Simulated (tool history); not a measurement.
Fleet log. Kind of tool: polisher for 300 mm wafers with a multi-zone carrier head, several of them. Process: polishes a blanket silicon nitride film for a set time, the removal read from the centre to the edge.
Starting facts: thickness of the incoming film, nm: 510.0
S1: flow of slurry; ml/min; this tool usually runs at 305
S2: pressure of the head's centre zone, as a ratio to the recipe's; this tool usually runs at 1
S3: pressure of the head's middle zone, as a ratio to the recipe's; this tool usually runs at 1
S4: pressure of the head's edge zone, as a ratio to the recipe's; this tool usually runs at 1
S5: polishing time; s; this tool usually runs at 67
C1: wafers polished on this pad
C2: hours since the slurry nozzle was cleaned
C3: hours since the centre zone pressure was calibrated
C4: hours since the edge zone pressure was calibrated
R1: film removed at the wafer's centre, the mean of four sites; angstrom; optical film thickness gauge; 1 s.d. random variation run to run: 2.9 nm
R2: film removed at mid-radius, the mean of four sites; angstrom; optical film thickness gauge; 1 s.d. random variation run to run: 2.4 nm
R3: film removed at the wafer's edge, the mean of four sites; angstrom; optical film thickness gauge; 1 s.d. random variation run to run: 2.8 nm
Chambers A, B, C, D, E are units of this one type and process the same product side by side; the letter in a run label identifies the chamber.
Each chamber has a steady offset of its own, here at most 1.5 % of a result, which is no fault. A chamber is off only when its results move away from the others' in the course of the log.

| run | hour | S1 | S2 | S3 | S4 | S5 | C1 | C2 | C3 | C4 | R1 | R2 | R3 |
|---|---|---|---|---|---|---|---|---|---|---|---|---|---|
|  | 9.4 | chamber D: edge zone pressure recalibrated |
| 1E | 10.8 | 305 | 1 | 1 | 1 | 67 | 287 | 493.7 | 316.7 | 176.4 | 2106.8 | 2064 | 2045.2 |
| 2C | 25.6 | 305 | 1 | 1 | 1 | 67 | 803 | 99.6 | 158.1 | 53.4 | 2070.2 | 2087.3 | 2061.5 |
| 3A | 33.2 | 305 | 1 | 1 | 1 | 67 | 722 | 380.3 | 711.2 | 852.3 | 2068.1 | 2077.5 | 2046.3 |
| 4B | 40.9 | 305 | 1 | 1 | 1 | 67 | 874 | 440.1 | 206.3 | 1434.5 | 2110.4 | 2099.7 | 2068 |
| 5D | 52.3 | 305 | 1 | 1 | 1 | 67 | 931 | 321.2 | 94.3 | 43 | 2102.2 | 2088.7 | 2095.5 |
|  | 52.8 | chamber E: worn pad replaced by a new one |
|  | 56.1 | chamber A: worn pad replaced by a new one |
| 6A | 63.9 | 305 | 1 | 1 | 1 | 67 | 48 | 411 | 741.9 | 883 | 2079.6 | 2046.3 | 2029.1 |
| 7E | 71 | 270 | 1 | 1 | 1 | 67 | 113 | 553.9 | 376.9 | 236.6 | 2033 | 2065.6 | 2017.3 |
| 8B | 82.8 | 270 | 1 | 1 | 1 | 67 | 1134 | 482 | 248.2 | 1476.4 | 2078.1 | 2073.2 | 2080.2 |
| 9D | 97.5 | 270 | 1 | 1 | 1 | 67 | 1211 | 366.4 | 139.5 | 88.2 | 2040.8 | 2047.2 | 2073.4 |
|  | 104.2 | chamber D: worn pad replaced by a new one |
|  | 104.7 | chamber C: worn pad replaced by a new one |
| 10C | 108.4 | 270 | 1 | 1 | 1 | 67 | 23 | 182.4 | 240.9 | 136.2 | 2081.8 | 2028.3 | 2075.1 |
|  | 116.3 | chamber B: worn pad replaced by a new one |
|  | 117.4 | chamber B: slurry nozzle cleaned |
| 11A | 118.5 | 270 | 1 | 1 | 1 | 67 | 387 | 465.6 | 796.5 | 937.6 | 2082.2 | 2079.9 | 2080.8 |
| 12C | 129.7 | 305 | 1 | 1.11 | 1 | 76 | 155 | 203.7 | 262.2 | 157.5 | 2339.6 | 2571.2 | 2342.8 |
|  | 135.3 | chamber E: worn pad replaced by a new one |
| 13E | 139.8 | 305 | 1 | 1.11 | 1 | 76 | 28 | 622.7 | 445.7 | 305.4 | 2431.5 | 2615 | 2318.4 |
|  | 141.2 | chamber B: edge zone pressure recalibrated |
|  | 144.7 | chamber C: slurry nozzle cleaned |
| 14D | 149.7 | 305 | 1 | 1.11 | 1 | 76 | 282 | 418.6 | 191.7 | 140.4 | 2346.2 | 2626.3 | 2355 |
|  | 158 | chamber A: edge zone pressure recalibrated |
| 15B | 163.5 | 305 | 1 | 1.11 | 1 | 76 | 293 | 46.2 | 328.9 | 22.4 | 2404.9 | 2581.2 | 2376.8 |
| 16B | 171.9 | 305 | 1 | 1.11 | 1 | 76 | 345 | 54.6 | 337.3 | 30.8 | 2422.4 | 2574.7 | 2381.2 |
| 17C | 179.3 | 305 | 1 | 1 | 1 | 67 | 462 | 34.6 | 311.8 | 207.1 | 2052.5 | 2078.1 | 2084.4 |
| 18A | 193.9 | 305 | 1 | 1 | 1 | 67 | 854 | 541 | 871.9 | 36 | 2032.6 | 2080.9 | 2127.2 |
| 19E | 204.9 | 305 | 1 | 1 | 1 | 67 | 431 | 687.8 | 510.8 | 370.5 | 2047 | 2061.2 | 2040.6 |
| 20D | 214.8 | 305 | 1 | 1.05 | 1 | 67 | 685 | 483.7 | 256.8 | 205.5 | 2096 | 2181.6 | 2040.4 |
|  | 220.8 | chamber A: worn pad replaced by a new one |
| 21E | 229.5 | 305 | 1 | 1.05 | 1 | 67 | 584 | 712.4 | 535.4 | 395.1 | 2119.5 | 2170.7 | 2025.8 |
|  | 234 | chamber E: worn pad replaced by a new one |
| 22C | 241.6 | 305 | 1 | 1.05 | 1 | 67 | 848 | 96.9 | 374.1 | 269.4 | 2152.8 | 2185.9 | 2090.4 |
|  | 253.1 | chamber C: centre zone pressure recalibrated |
| 23B | 253.6 | 305 | 1 | 1.05 | 1 | 67 | 851 | 136.3 | 419 | 112.5 | 2137.5 | 2165.1 | 2063 |
| 24A | 264.9 | 305 | 1 | 1.05 | 1 | 67 | 273 | 612 | 942.9 | 107 | 2113.8 | 2166.5 | 2085.1 |
| 25D | 275.4 | 305 | 1 | 1 | 1 | 67 | 1061 | 544.3 | 317.4 | 266.1 | 2076.2 | 2085.6 | 2095.5 |
| 26E | 287.4 | 305 | 1 | 1 | 1 | 67 | 331 | 770.3 | 593.3 | 453 | 2037.4 | 2042.9 | 2035.1 |
| 27A | 295 | 305 | 1 | 1 | 1 | 67 | 460 | 642.1 | 973 | 137.1 | 2108.6 | 2069.9 | 2021.9 |
| 28D | 307 | 305 | 1 | 1 | 1 | 67 | 1257 | 575.9 | 349 | 297.7 | 2067.6 | 2074.7 | 2110.8 |
|  | 307.2 | chamber E: worn pad replaced by a new one |
|  | 314.2 | chamber B: worn pad replaced by a new one |
| 29C | 321.1 | 305 | 1 | 1.1 | 0.96 | 67 | 1341 | 176.4 | 68.1 | 348.9 | 2075.4 | 2251.5 | 2026.4 |
| 30B | 329.1 | 305 | 1 | 1.1 | 0.96 | 67 | 92 | 211.8 | 494.5 | 188 | 2081.1 | 2233 | 2060.9 |
|  | 332.4 | chamber A: slurry nozzle cleaned |
| 31D | 336 | 305 | 1 | 1.1 | 0.96 | 67 | 1437 | 604.9 | 378 | 326.7 | 2052.9 | 2297 | 2028.7 |
|  | 342.2 | chamber C: worn pad replaced by a new one |
| 32E | 347.6 | 305 | 1 | 1.1 | 0.96 | 67 | 251 | 830.5 | 653.5 | 513.2 | 2131.4 | 2315 | 2021.9 |
|  | 348.7 | chamber C: slurry nozzle cleaned |
| 33A | 357.7 | 305 | 1 | 1.1 | 0.96 | 67 | 848 | 25.3 | 1035.7 | 199.8 | 2126.8 | 2323.4 | 2024.9 |
|  | 366.8 | chamber A: worn pad replaced by a new one |
|  | 366.8 | chamber D: worn pad replaced by a new one |
| 34B | 371.2 | 305 | 1 | 1 | 1 | 67 | 353 | 253.9 | 536.6 | 230.1 | 2115.7 | 2076.9 | 2088.1 |
| 35C | 381.8 | 305 | 1 | 1 | 1 | 67 | 246 | 33.1 | 128.8 | 409.6 | 2093.1 | 2100 | 2041.5 |
|  | 391.7 | chamber E: worn pad replaced by a new one |
| 36B | 392.7 | 305 | 1.06 | 1 | 1 | 67 | 487 | 275.4 | 558.1 | 251.6 | 2219.7 | 2072.8 | 2037.3 |
|  | 398.2 | chamber E: centre zone pressure recalibrated |
| 37C | 399.9 | 305 | 1.06 | 1 | 1 | 67 | 358 | 51.2 | 146.9 | 427.7 | 2172.3 | 2047.7 | 2103.4 |
|  | 407.9 | chamber E: edge zone pressure recalibrated |
| 38A | 408.8 | 305 | 1.06 | 1 | 1 | 67 | 260 | 76.4 | 1086.8 | 250.9 | 2276 | 2055.7 | 2127.8 |
| 39E | 416.1 | 305 | 1.06 | 1 | 1 | 67 | 151 | 899 | 17.9 | 8.3 | 2245.9 | 2146.7 | 2102.2 |
| 40D | 430 | 305 | 1.06 | 1 | 1 | 67 | 392 | 698.9 | 472 | 420.7 | 2203.5 | 2052.1 | 2075.4 |

Each of the 5 chambers runs these same settings next. Fill in every chamber's results:
| 41A | 440.7 | 305 | 1 | 1 | 1 | 67 |  |  |  |  | ? | ? | ? |
| 41B | 440.7 | 305 | 1 | 1 | 1 | 67 |  |  |  |  | ? | ? | ? |
| 41C | 440.7 | 305 | 1 | 1 | 1 | 67 |  |  |  |  | ? | ? | ? |
| 41D | 440.7 | 305 | 1 | 1 | 1 | 67 |  |  |  |  | ? | ? | ? |
| 41E | 440.7 | 305 | 1 | 1 | 1 | 67 |  |  |  |  | ? | ? | ? |

| run | R1 | R2 | R3 |
|---|---|---|---|
| 41A | 2124.8 | 2070.2 | 2012.6 |
| 41B | 2128.9 | 2080.7 | 2055.2 |
| 41C | 2079.9 | 2085.2 | 2024.1 |
| 41D | 2099.3 | 2068 | 2065.2 |
| 41E | 2091.1 | 2117.8 | 2096.4 |

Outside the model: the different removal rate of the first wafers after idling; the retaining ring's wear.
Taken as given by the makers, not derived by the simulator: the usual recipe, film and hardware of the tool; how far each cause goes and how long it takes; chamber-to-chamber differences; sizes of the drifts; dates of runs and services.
